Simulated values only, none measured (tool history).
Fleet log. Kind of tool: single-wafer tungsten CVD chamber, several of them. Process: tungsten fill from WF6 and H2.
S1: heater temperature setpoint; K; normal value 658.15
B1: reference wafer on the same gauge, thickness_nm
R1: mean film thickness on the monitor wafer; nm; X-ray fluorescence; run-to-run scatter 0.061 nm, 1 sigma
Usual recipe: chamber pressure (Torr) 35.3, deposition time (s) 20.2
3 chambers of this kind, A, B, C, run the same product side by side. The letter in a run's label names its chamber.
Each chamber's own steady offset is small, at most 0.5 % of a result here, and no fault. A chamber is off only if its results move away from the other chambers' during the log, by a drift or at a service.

{"run": "1B", "hour": 14.9, "S1": 658.15, "chamber pressure (Torr)": 35.3, "deposition time (s)": 20.2, "B1": 44.104, "R1": 47.312}
{"run": "2A", "hour": 26.4, "S1": 658.15, "chamber pressure (Torr)": 35.3, "deposition time (s)": 20.2, "B1": 44.111, "R1": 47.762}
{"run": "3C", "hour": 39.8, "S1": 658.15, "chamber pressure (Torr)": 35.3, "deposition time (s)": 20.2, "B1": 44.122, "R1": 47.504}
{"run": "4C", "hour": 50.1, "S1": 658.15, "chamber pressure (Torr)": 35.3, "deposition time (s)": 20.2, "B1": 44.137, "R1": 47.528}
{"run": "5B", "hour": 64.6, "S1": 658.15, "chamber pressure (Torr)": 35.3, "deposition time (s)": 20.2, "B1": 44.147, "R1": 47.322}
{"run": "6A", "hour": 74.1, "S1": 658.15, "chamber pressure (Torr)": 35.3, "deposition time (s)": 20.2, "B1": 44.149, "R1": 47.689}
{"run": "7B", "hour": 84.4, "S1": 651.15, "chamber pressure (Torr)": 35.3, "deposition time (s)": 17.7, "B1": 44.167, "R1": 35.986}
{"run": "8C", "hour": 98.4, "S1": 651.15, "chamber pressure (Torr)": 35.3, "deposition time (s)": 17.7, "B1": 44.146, "R1": 36.091}
{"run": "9A", "hour": 105.2, "S1": 651.15, "chamber pressure (Torr)": 35.3, "deposition time (s)": 17.7, "B1": 44.17, "R1": 36.356}
{"run": "10A", "hour": 114.0, "S1": 658.15, "chamber pressure (Torr)": 35.3, "deposition time (s)": 20.2, "B1": 44.179, "R1": 47.75}
{"run": "11B", "hour": 129.2, "S1": 658.15, "chamber pressure (Torr)": 35.3, "deposition time (s)": 20.2, "B1": 44.191, "R1": 47.302}
{"run": "12C", "hour": 144.0, "S1": 668.15, "chamber pressure (Torr)": 35.3, "deposition time (s)": 17.6, "B1": 44.195, "R1": 50.338}
{"run": "13C", "hour": 158.2, "S1": 668.15, "chamber pressure (Torr)": 35.3, "deposition time (s)": 17.6, "B1": 44.197, "R1": 50.369}
{"run": "14A", "hour": 169.3, "S1": 668.15, "chamber pressure (Torr)": 35.3, "deposition time (s)": 17.6, "B1": 44.218, "R1": 50.736}
{"run": "15B", "hour": 180.2, "S1": 658.15, "chamber pressure (Torr)": 35.3, "deposition time (s)": 20.2, "B1": 44.231, "R1": 47.36}
{"run": "16C", "hour": 192.5, "S1": 658.15, "chamber pressure (Torr)": 35.3, "deposition time (s)": 20.2, "B1": 44.22, "R1": 47.617}
{"run": "17A", "hour": 206.5, "S1": 658.15, "chamber pressure (Torr)": 35.3, "deposition time (s)": 20.2, "B1": 44.239, "R1": 47.818}
{"run": "18B", "hour": 213.5, "S1": 658.15, "chamber pressure (Torr)": 35.3, "deposition time (s)": 20.2, "B1": 44.237, "R1": 47.335}
{"run": "19A", "hour": 226.4, "S1": 658.15, "chamber pressure (Torr)": 35.3, "deposition time (s)": 20.2, "B1": 44.254, "R1": 47.9}
{"run": "20B", "hour": 233.3, "S1": 658.15, "chamber pressure (Torr)": 35.3, "deposition time (s)": 20.2, "B1": 44.257, "R1": 47.449}
{"run": "21C", "hour": 241.0, "S1": 658.15, "chamber pressure (Torr)": 39.8, "deposition time (s)": 18.3, "B1": 44.261, "R1": 45.746}
{"run": "22C", "hour": 254.0, "S1": 658.15, "chamber pressure (Torr)": 39.8, "deposition time (s)": 18.3, "B1": 44.259, "R1": 45.703}
{"run": "23B", "hour": 265.5, "S1": 658.15, "chamber pressure (Torr)": 39.8, "deposition time (s)": 18.3, "B1": 44.277, "R1": 45.439}
{"run": "24A", "hour": 272.3, "S1": 658.15, "chamber pressure (Torr)": 35.3, "deposition time (s)": 20.2, "B1": 44.28, "R1": 47.882}
{"run": "25C", "hour": 278.9, "S1": 658.15, "chamber pressure (Torr)": 35.3, "deposition time (s)": 20.2, "B1": 44.303, "R1": 47.722}
{"run": "26A", "hour": 293.5, "S1": 658.15, "chamber pressure (Torr)": 35.3, "deposition time (s)": 20.2, "B1": 44.291, "R1": 47.996}
{"run": "27B", "hour": 304.8, "S1": 658.15, "chamber pressure (Torr)": 35.3, "deposition time (s)": 20.2, "B1": 44.302, "R1": 47.464}
{"run": "28B", "hour": 315.8, "S1": 658.15, "chamber pressure (Torr)": 35.3, "deposition time (s)": 20.2, "B1": 44.32, "R1": 47.491}
{"run": "29C", "hour": 324.5, "S1": 658.15, "chamber pressure (Torr)": 35.3, "deposition time (s)": 20.2, "B1": 44.3, "R1": 47.783}
{"run": "30A", "hour": 336.0, "S1": 658.15, "chamber pressure (Torr)": 35.3, "deposition time (s)": 20.2, "B1": 44.321, "R1": 47.872}

Is one chamber out of step, is the gauge drifting, or do the chambers differ by no more than their own small offsets? For an off chamber, give its letter and the likeliest cause.

It is the gauge, not a chamber: its drift shows up in every chamber's results at once, and no chamber is off.
Likeliest cause: gauge reads high (%) = 0.527.
